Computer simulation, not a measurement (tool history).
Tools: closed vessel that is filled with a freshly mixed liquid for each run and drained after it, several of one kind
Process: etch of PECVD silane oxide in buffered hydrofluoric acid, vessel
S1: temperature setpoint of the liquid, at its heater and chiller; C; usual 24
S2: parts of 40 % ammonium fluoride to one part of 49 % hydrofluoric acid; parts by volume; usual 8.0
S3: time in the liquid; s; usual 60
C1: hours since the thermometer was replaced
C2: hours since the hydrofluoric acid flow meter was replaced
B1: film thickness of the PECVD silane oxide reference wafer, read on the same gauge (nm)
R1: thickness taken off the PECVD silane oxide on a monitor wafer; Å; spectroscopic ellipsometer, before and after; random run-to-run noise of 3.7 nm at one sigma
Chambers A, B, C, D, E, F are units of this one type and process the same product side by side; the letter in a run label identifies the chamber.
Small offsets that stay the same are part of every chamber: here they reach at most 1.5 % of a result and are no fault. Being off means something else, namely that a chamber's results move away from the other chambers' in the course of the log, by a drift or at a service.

run,hour,S1,S2,S3,C1,C2,B1,R1
1C,12.5,24,8.0,60,404.1,476.5,120.00,3685.3
2B,27.5,24,8.0,60,408.7,478.1,119.96,3679.3
3E,35.0,24,8.0,60,776.6,38.7,120.00,3586.5
4A,46.5,24,8.0,60,347.2,414.3,120.03,3689.9
5D,61.0,24,8.0,60,1582.3,504.2,120.00,3644.4
6F,72.4,24,8.0,60,702.1,983.9,119.99,3682.3
7A,87.6,24,8.0,60,388.3,455.4,120.00,3684.3
8B,101.6,24,8.0,60,482.8,552.2,120.01,3720.0
9F,115.5,24,8.0,60,745.2,1027.0,119.98,3657.3
10D,130.5,24,8.0,60,1651.8,573.7,120.03,3725.3
# hour 132.7: chamber F: thermometer replaced
11E,143.4,24,8.0,60,885.0,147.1,119.97,3680.8
12C,157.2,24,8.0,60,548.8,621.2,119.97,3684.5
13A,167.5,24,8.0,60,468.2,535.3,120.02,3598.9
14B,181.5,24,8.0,60,562.7,632.1,120.02,3709.6
15F,190.5,24,10.0,40,57.9,1102.0,120.01,1972.2
16E,203.8,24,10.0,40,945.4,207.5,120.01,1997.1
17D,218.4,24,10.0,40,1739.7,661.6,120.01,2028.2
18C,228.9,24,10.0,40,620.5,692.9,119.97,2018.0
19B,238.4,24,10.0,40,619.6,689.0,120.01,2035.0
20C,252.8,24,10.0,40,644.4,716.8,120.00,2047.1
21D,265.4,24,8.0,60,1786.7,708.6,120.01,3689.2
22F,277.3,24,8.0,60,144.7,1188.8,119.98,3623.3
23A,284.1,24,8.0,60,584.8,651.9,119.99,3603.7
24E,297.8,24,8.0,60,1039.4,301.5,120.00,3636.1
25A,305.4,24,8.0,60,606.1,673.2,120.01,3569.8
26B,316.6,24,8.0,60,697.8,767.2,120.01,3735.2
27F,324.2,24,5.5,60,191.6,1235.7,120.00,5234.4
28C,331.4,24,5.5,60,723.0,795.4,120.02,5343.0
# hour 332.2: chamber C: thermometer replaced
29E,343.5,24,5.5,60,1085.1,347.2,120.01,5148.7
30D,357.7,24,5.5,60,1879.0,800.9,119.99,5269.7
# hour 358.6: chamber E: hydrofluoric acid flow meter replaced
31A,372.2,24,5.5,60,672.9,740.0,119.99,5010.5
32E,384.5,24,5.5,60,1126.1,25.9,119.97,5281.8
33D,393.7,24,8.0,60,1915.0,836.9,120.02,3695.3
34F,403.6,24,8.0,60,271.0,1315.1,120.00,3658.5
# hour 405.3: chamber A: thermometer replaced
35C,410.7,20,8.0,35,78.6,874.7,119.98,1733.2
36B,423.0,20,8.0,35,804.2,873.6,119.99,1719.3
37A,432.0,20,8.0,35,26.7,799.8,120.04,1599.1
38B,442.5,20,8.0,35,823.7,893.1,119.98,1728.0
39E,450.6,20,8.0,35,1192.2,92.0,120.03,1697.3
40F,463.6,20,8.0,35,331.0,1375.1,119.99,1718.4

Decide between three cases: one chamber stands off from its peers, the gauge reading all wafers drifts, or nothing is wrong past each chamber's small offset. Where a chamber is off, say which and what most likely put it there.

It is chamber A that slowly wanders off from its peers.
Most likely cause: hydrofluoric acid flow below the setpoint (%) = 7.63.

Chamber A could run next with any of the 4 candidate recipes listed below; each alters the usual settings, and their results appear as question marks. Which one brings its results back in line with what the other chambers deliver on the usual settings?
A result is in line if it is within this distance of the other chambers' mean on the usual settings: R1 130.0 Å
41A-1,474.5,23.5,8.0,60,,,,?
41A-2,474.5,24.0,8.0,65,,,,?
41A-3,474.5,24.0,8.0,55,,,,?
41A-4,474.5,24.5,8.0,60,,,,?

Usual-settings mean across the other chambers: R1 3683.8 Å
run,R1
41A-1,3298.8
41A-2,3672.6
41A-3,3107.6
41A-4,3483.6
The right change is 41A-2: it brings the chamber back within the allowed miss of the others.

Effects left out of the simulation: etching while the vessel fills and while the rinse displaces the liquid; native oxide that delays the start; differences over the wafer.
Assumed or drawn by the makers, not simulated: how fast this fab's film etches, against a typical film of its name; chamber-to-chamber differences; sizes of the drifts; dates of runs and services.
